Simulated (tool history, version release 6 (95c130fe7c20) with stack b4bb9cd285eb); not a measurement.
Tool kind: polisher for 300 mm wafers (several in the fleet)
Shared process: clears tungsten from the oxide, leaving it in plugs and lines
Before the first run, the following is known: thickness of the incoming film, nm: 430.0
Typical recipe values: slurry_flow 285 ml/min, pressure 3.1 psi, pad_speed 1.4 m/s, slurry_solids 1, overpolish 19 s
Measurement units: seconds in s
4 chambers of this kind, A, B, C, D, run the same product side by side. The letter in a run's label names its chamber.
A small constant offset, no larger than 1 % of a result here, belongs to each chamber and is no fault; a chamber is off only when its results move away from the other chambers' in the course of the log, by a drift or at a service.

| run | hour | slurry_flow | pressure | pad_speed | slurry_solids | overpolish | seconds |
|---|---|---|---|---|---|---|---|
|  | 4.7 | chamber A: slurry tank refilled with fresh slurry and peroxide |
|  | 7 | chamber D: worn pad replaced by a new one |
| 1D | 8.6 | 285 | 3.1 | 1.4 | 1 | 19 | 85.012 |
|  | 11.5 | chamber D: slurry blender recalibrated |
| 2C | 16 | 285 | 3.1 | 1.4 | 1 | 19 | 85.727 |
| 3A | 24.1 | 285 | 3.1 | 1.4 | 1 | 19 | 85.808 |
| 4B | 30.7 | 285 | 3.1 | 1.4 | 1 | 19 | 86.834 |
| 5D | 37.7 | 285 | 3.1 | 1.4 | 1 | 19 | 85.446 |
|  | 40.3 | chamber B: worn pad replaced by a new one |
| 6C | 48.8 | 285 | 3.1 | 1.4 | 1 | 19 | 85.731 |
| 7B | 58.7 | 285 | 3.1 | 1.14 | 1 | 19 | 104.92 |
|  | 63 | chamber C: slurry tank refilled with fresh slurry and peroxide |
| 8A | 69.3 | 285 | 3.1 | 1.14 | 1 | 19 | 104.27 |
|  | 76.4 | chamber C: worn pad replaced by a new one |
| 9D | 78.4 | 285 | 3.1 | 1.14 | 1 | 19 | 103.18 |
|  | 79.9 | chamber D: slurry tank refilled with fresh slurry and peroxide |
| 10C | 85 | 285 | 3.1 | 1.14 | 1 | 19 | 104.7 |
|  | 87.2 | chamber B: slurry tank refilled with fresh slurry and peroxide |
|  | 92 | chamber A: slurry nozzle cleaned |
|  | 96.2 | chamber A: slurry tank refilled with fresh slurry and peroxide |
| 11A | 97.2 | 285 | 3.1 | 1.4 | 1 | 19 | 86.634 |
|  | 103.7 | chamber B: slurry blender recalibrated |
| 12B | 105.1 | 285 | 3.1 | 1.4 | 1 | 19 | 85.854 |
| 13B | 117.1 | 285 | 3.1 | 1.4 | 1 | 19 | 84.845 |
|  | 117.9 | chamber B: slurry nozzle cleaned |
| 14A | 122.5 | 285 | 3.1 | 1.4 | 1 | 19 | 86.322 |
|  | 130.7 | chamber A: worn pad replaced by a new one |
| 15D | 132.7 | 285 | 3.1 | 1.4 | 1 | 19 | 85.759 |
| 16C | 142.5 | 285 | 3.1 | 1.4 | 1 | 19 | 82.209 |
|  | 142.7 | chamber C: slurry blender recalibrated |
| 17A | 153.6 | 285 | 3.1 | 1.4 | 1 | 19 | 85.845 |
|  | 155.1 | chamber D: slurry blender recalibrated |
| 18D | 161.4 | 285 | 3.1 | 1.14 | 1 | 19 | 106.02 |
| 19C | 171.1 | 285 | 3.1 | 1.14 | 1 | 19 | 98.435 |
|  | 173.6 | chamber D: worn pad replaced by a new one |
| 20B | 183.2 | 285 | 3.1 | 1.14 | 1 | 19 | 105.37 |
| 21A | 190.5 | 285 | 3.1 | 1.14 | 1 | 19 | 105.28 |
|  | 195.5 | chamber C: slurry nozzle cleaned |
| 22D | 201.2 | 285 | 3.1 | 1.4 | 1 | 19 | 85.081 |
| 23C | 208.3 | 285 | 3.1 | 1.4 | 1 | 19 | 78.334 |
| 24B | 217.5 | 285 | 3.1 | 1.4 | 1 | 19 | 85.411 |

All chambers now run identical settings, listed one chamber a line with results as question marks. What results will each chamber show?
| 25A | 226.4 | 285 | 3.1 | 1.4 | 1 | 19 | ? |
| 25B | 226.4 | 285 | 3.1 | 1.4 | 1 | 19 | ? |
| 25C | 226.4 | 285 | 3.1 | 1.4 | 1 | 19 | ? |
| 25D | 226.4 | 285 | 3.1 | 1.4 | 1 | 19 | ? |

| run | seconds |
|---|---|
| 25A | 86.137 |
| 25B | 85.388 |
| 25C | 78.812 |
| 25D | 85.046 |

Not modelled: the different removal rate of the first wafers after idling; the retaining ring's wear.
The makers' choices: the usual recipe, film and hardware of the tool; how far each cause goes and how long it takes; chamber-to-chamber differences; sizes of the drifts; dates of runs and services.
